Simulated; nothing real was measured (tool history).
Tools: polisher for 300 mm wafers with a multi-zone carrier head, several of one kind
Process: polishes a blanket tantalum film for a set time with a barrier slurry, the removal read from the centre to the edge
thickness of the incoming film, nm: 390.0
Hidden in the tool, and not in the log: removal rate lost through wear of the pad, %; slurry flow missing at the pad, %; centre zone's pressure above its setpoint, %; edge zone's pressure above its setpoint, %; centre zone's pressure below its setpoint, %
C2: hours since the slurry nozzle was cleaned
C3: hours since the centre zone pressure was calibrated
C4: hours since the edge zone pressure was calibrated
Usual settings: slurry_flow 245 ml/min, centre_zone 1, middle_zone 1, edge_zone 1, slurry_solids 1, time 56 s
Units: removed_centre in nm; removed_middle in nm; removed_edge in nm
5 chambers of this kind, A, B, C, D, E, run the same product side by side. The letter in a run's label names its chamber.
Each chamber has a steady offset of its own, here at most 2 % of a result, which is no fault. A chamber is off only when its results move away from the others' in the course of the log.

Run 1D, hour 9.4: usual settings; wafers polished on this pad 710; C2 359.6; C3 957.6; C4 339.9. Result: removed_centre 90.462 nm, removed_middle 89.998 nm, removed_edge 89.077 nm.
Run 2C, hour 17.2: usual settings; wafers polished on this pad 414; C2 162.9; C3 361.1; C4 234.6. Result: removed_centre 89.003 nm, removed_middle 90.388 nm, removed_edge 90.134 nm.
At hour 17.8: chamber B: worn pad replaced by a new one.
Run 3B, hour 22.9: usual settings; wafers polished on this pad 71; C2 440.4; C3 214; C4 726.8. Result: removed_centre 89.291 nm, removed_middle 88.557 nm, removed_edge 89.499 nm.
Run 4E, hour 27.9: usual settings; wafers polished on this pad 389; C2 142; C3 645.1; C4 457.1. Result: removed_centre 92.584 nm, removed_middle 90.794 nm, removed_edge 88.854 nm.
At hour 33: chamber A: worn pad replaced by a new one.
At hour 34.6: chamber D: worn pad replaced by a new one.
Run 5A, hour 35.4: usual settings; wafers polished on this pad 33; C2 67; C3 265.1; C4 356.3. Result: removed_centre 89.869 nm, removed_middle 90.869 nm, removed_edge 91.217 nm.
Run 6E, hour 40: usual settings; wafers polished on this pad 557; C2 154.1; C3 657.2; C4 469.2. Result: removed_centre 89.184 nm, removed_middle 89.25 nm, removed_edge 88.211 nm.
Run 7D, hour 44.9: usual settings; wafers polished on this pad 143; C2 395.1; C3 993.1; C4 375.4. Result: removed_centre 90.73 nm, removed_middle 90.422 nm, removed_edge 89.807 nm.
At hour 46.6: chamber C: worn pad replaced by a new one.
Run 8A, hour 53.9: usual settings; wafers polished on this pad 290; C2 85.5; C3 283.6; C4 374.8. Result: removed_centre 90.257 nm, removed_middle 91.486 nm, removed_edge 90.905 nm.
At hour 54.7: chamber E: worn pad replaced by a new one.
At hour 56.6: chamber D: edge zone pressure recalibrated.
Run 9C, hour 63.7: usual settings; wafers polished on this pad 237; C2 209.4; C3 407.6; C4 281.1. Result: removed_centre 87.535 nm, removed_middle 91.908 nm, removed_edge 90.107 nm.
Run 10B, hour 68.4: usual settings; wafers polished on this pad 702; C2 485.9; C3 259.5; C4 772.3. Result: removed_centre 90.241 nm, removed_middle 88.507 nm, removed_edge 87.772 nm.
Run 11A, hour 73.6: usual settings; wafers polished on this pad 563; C2 105.2; C3 303.3; C4 394.5. Result: removed_centre 90.015 nm, removed_middle 90.808 nm, removed_edge 93.045 nm.
At hour 80.4: chamber B: worn pad replaced by a new one.
Run 12D, hour 81: usual settings; wafers polished on this pad 643; C2 431.2; C3 1029.2; C4 24.4. Result: removed_centre 93.662 nm, removed_middle 89.632 nm, removed_edge 88.801 nm.
Run 13E, hour 86.1: usual settings; wafers polished on this pad 436; C2 200.2; C3 703.3; C4 515.3. Result: removed_centre 87.318 nm, removed_middle 90.974 nm, removed_edge 88.673 nm.
Run 14B, hour 91.1: usual settings; wafers polished on this pad 148; C2 508.6; C3 282.2; C4 795. Result: removed_centre 90.163 nm, removed_middle 89.451 nm, removed_edge 87.927 nm.
At hour 94.5: chamber A: worn pad replaced by a new one.
Run 15C, hour 100: usual settings; wafers polished on this pad 741; C2 245.7; C3 443.9; C4 317.4. Result: removed_centre 88.1 nm, removed_middle 90.438 nm, removed_edge 91.927 nm.
At hour 103.8: chamber C: worn pad replaced by a new one.
Run 16D, hour 109.5: usual settings; wafers polished on this pad 1039; C2 459.7; C3 1057.7; C4 52.9. Result: removed_centre 89.66 nm, removed_middle 89.905 nm, removed_edge 89.198 nm.
At hour 115.6: chamber E: worn pad replaced by a new one.
At hour 118.3: chamber D: worn pad replaced by a new one.
Run 17E, hour 118.8: usual settings; wafers polished on this pad 44; C2 232.9; C3 736; C4 548. Result: removed_centre 89.546 nm, removed_middle 90.404 nm, removed_edge 89.198 nm.
Run 18A, hour 127.7: usual settings; wafers polished on this pad 460; C2 159.3; C3 357.4; C4 448.6. Result: removed_centre 89.071 nm, removed_middle 90.708 nm, removed_edge 91.25 nm.
Run 19B, hour 134.3: usual settings; wafers polished on this pad 748; C2 551.8; C3 325.4; C4 838.2. Result: removed_centre 90.68 nm, removed_middle 90.007 nm, removed_edge 86.876 nm.
At hour 135.5: chamber A: edge zone pressure recalibrated.
Run 20C, hour 144: usual settings; wafers polished on this pad 558; C2 289.7; C3 487.9; C4 361.4. Result: removed_centre 88.501 nm, removed_middle 90.298 nm, removed_edge 91.304 nm.
At hour 145.9: chamber B: worn pad replaced by a new one.
Run 21A, hour 152.1: usual settings; wafers polished on this pad 799; C2 183.7; C3 381.8; C4 16.6. Result: removed_centre 90.263 nm, removed_middle 90.275 nm, removed_edge 91.934 nm.
At hour 156.4: chamber A: worn pad replaced by a new one.
Run 22B, hour 160.7: usual settings; wafers polished on this pad 205; C2 578.2; C3 351.8; C4 864.6. Result: removed_centre 90.443 nm, removed_middle 87.09 nm, removed_edge 88.945 nm.
At hour 165.3: chamber C: worn pad replaced by a new one.
Run 23C, hour 169: usual settings but centre_zone 0.95; wafers polished on this pad 51; C2 314.7; C3 512.9; C4 386.4. Result: removed_centre 78.095 nm, removed_middle 90.007 nm, removed_edge 90.777 nm.
Run 24E, hour 179.3: usual settings but centre_zone 0.95; wafers polished on this pad 883; C2 293.4; C3 796.5; C4 608.5. Result: removed_centre 85.034 nm, removed_middle 90.375 nm, removed_edge 88.008 nm.
At hour 181: chamber E: worn pad replaced by a new one.
Run 25D, hour 185.3: usual settings but centre_zone 0.95; wafers polished on this pad 930; C2 535.5; C3 1133.5; C4 128.7. Result: removed_centre 85.417 nm, removed_middle 90.654 nm, removed_edge 89.097 nm.
At hour 189.2: chamber B: slurry nozzle cleaned.
At hour 192.5: chamber D: worn pad replaced by a new one.
Run 26A, hour 195.4: usual settings but centre_zone 0.95; wafers polished on this pad 541; C2 227; C3 425.1; C4 59.9. Result: removed_centre 87.453 nm, removed_middle 90.45 nm, removed_edge 89.697 nm.
At hour 203.2: chamber B: worn pad replaced by a new one.
Run 27D, hour 205: usual settings but centre_zone 0.95; wafers polished on this pad 173; C2 555.2; C3 1153.2; C4 148.4. Result: removed_centre 84.986 nm, removed_middle 89.554 nm, removed_edge 87.623 nm.
Run 28E, hour 210.8: usual settings but middle_zone 0.9, slurry_solids 0.9; wafers polished on this pad 413; C2 324.9; C3 828; C4 640. Result: removed_centre 86.511 nm, removed_middle 79.809 nm, removed_edge 88.398 nm.
Run 29C, hour 219: usual settings but middle_zone 0.9, slurry_solids 0.9; wafers polished on this pad 745; C2 364.7; C3 562.9; C4 436.4. Result: removed_centre 82.469 nm, removed_middle 79.041 nm, removed_edge 86.192 nm.
At hour 221.2: chamber A: worn pad replaced by a new one.
At hour 221.6: chamber D: centre zone pressure recalibrated.
At hour 221.8: chamber A: slurry nozzle cleaned.
At hour 227.1: chamber C: worn pad replaced by a new one.
Run 30B, hour 227.9: usual settings but middle_zone 0.9, slurry_solids 0.9; wafers polished on this pad 343; C2 38.7; C3 419; C4 931.8. Result: removed_centre 87.016 nm, removed_middle 78.77 nm, removed_edge 84.538 nm.
Run 31E, hour 232.5: usual settings but middle_zone 0.9, slurry_solids 0.9; wafers polished on this pad 714; C2 346.6; C3 849.7; C4 661.7. Result: removed_centre 87.142 nm, removed_middle 78.932 nm, removed_edge 86.858 nm.
Run 32D, hour 238.5: usual settings but middle_zone 0.9, slurry_solids 0.9; wafers polished on this pad 638; C2 588.7; C3 17; C4 181.9. Result: removed_centre 88.656 nm, removed_middle 80.648 nm, removed_edge 86.82 nm.
Run 33C, hour 247: usual settings; wafers polished on this pad 276; C2 392.7; C3 590.9; C4 464.4. Result: removed_centre 82.67 nm, removed_middle 90.28 nm, removed_edge 92.426 nm.
At hour 247.6: chamber E: worn pad replaced by a new one.
Run 34A, hour 255.6: usual settings; wafers polished on this pad 477; C2 33.8; C3 485.3; C4 120.1. Result: removed_centre 89.476 nm, removed_middle 89.57 nm, removed_edge 91.012 nm.
At hour 261.1: chamber B: worn pad replaced by a new one.
Run 35B, hour 265.5: usual settings; wafers polished on this pad 61; C2 76.3; C3 456.6; C4 969.4. Result: removed_centre 91.666 nm, removed_middle 88.185 nm, removed_edge 87.221 nm.
Run 36B, hour 271.6: usual settings; wafers polished on this pad 145; C2 82.4; C3 462.7; C4 975.5. Result: removed_centre 89.596 nm, removed_middle 88.866 nm, removed_edge 87.651 nm.
Run 37C, hour 281.6: usual settings but slurry_solids 1.2; wafers polished on this pad 756; C2 427.3; C3 625.5; C4 499. Result: removed_centre 84.089 nm, removed_middle 95.642 nm, removed_edge 94.547 nm.
Run 38E, hour 291.6: usual settings but slurry_solids 1.2; wafers polished on this pad 611; C2 405.7; C3 908.8; C4 720.8. Result: removed_centre 95.4 nm, removed_middle 94.735 nm, removed_edge 93.746 nm.

Is one chamber off against the others, does the gauge drift, or is nothing wrong? If a chamber is off, say which, and what the likeliest cause is.

Chamber C drifts away from the others.
Cause: centre zone's pressure below its setpoint, % = 8.57.

Here are 4 candidates for chamber C's next run, each the usual settings with a change, their results left as question marks. Which one brings its results back in line with what the others give on the usual settings?
In line means no further than this from the other chambers' mean on the usual settings: removed_centre 4.6 nm; removed_middle 2.1 nm; removed_edge 3.9 nm
Run 39C-1, hour 299.1: usual settings but slurry_flow 255 ml/min, centre_zone 1.17, middle_zone 0.96, edge_zone 0.94, time 58 s. Result: removed_centre ?, removed_middle ?, removed_edge ?.
Run 39C-2, hour 299.1: usual settings but slurry_flow 250 ml/min, centre_zone 1.08, middle_zone 0.98, edge_zone 0.97, time 57 s. Result: removed_centre ?, removed_middle ?, removed_edge ?.
Run 39C-3, hour 299.1: usual settings but slurry_flow 235 ml/min, centre_zone 0.83, middle_zone 1.04, edge_zone 1.06, time 55 s. Result: removed_centre ?, removed_middle ?, removed_edge ?.
Run 39C-4, hour 299.1: usual settings but slurry_flow 240 ml/min, centre_zone 0.92, middle_zone 1.02, edge_zone 1.03, time 55 s. Result: removed_centre ?, removed_middle ?, removed_edge ?.

The other chambers' mean on the usual settings: removed_centre 90.017 nm; removed_middle 89.745 nm; removed_edge 89.138 nm
  run  removed_centre  removed_middle  removed_edge
39C-1          99.189           90.08         89.66
39C-2          89.211          90.048        89.391
39C-3          64.039          91.197        89.873
39C-4          71.929          89.773         88.68
39C-2 brings the chamber back in line.
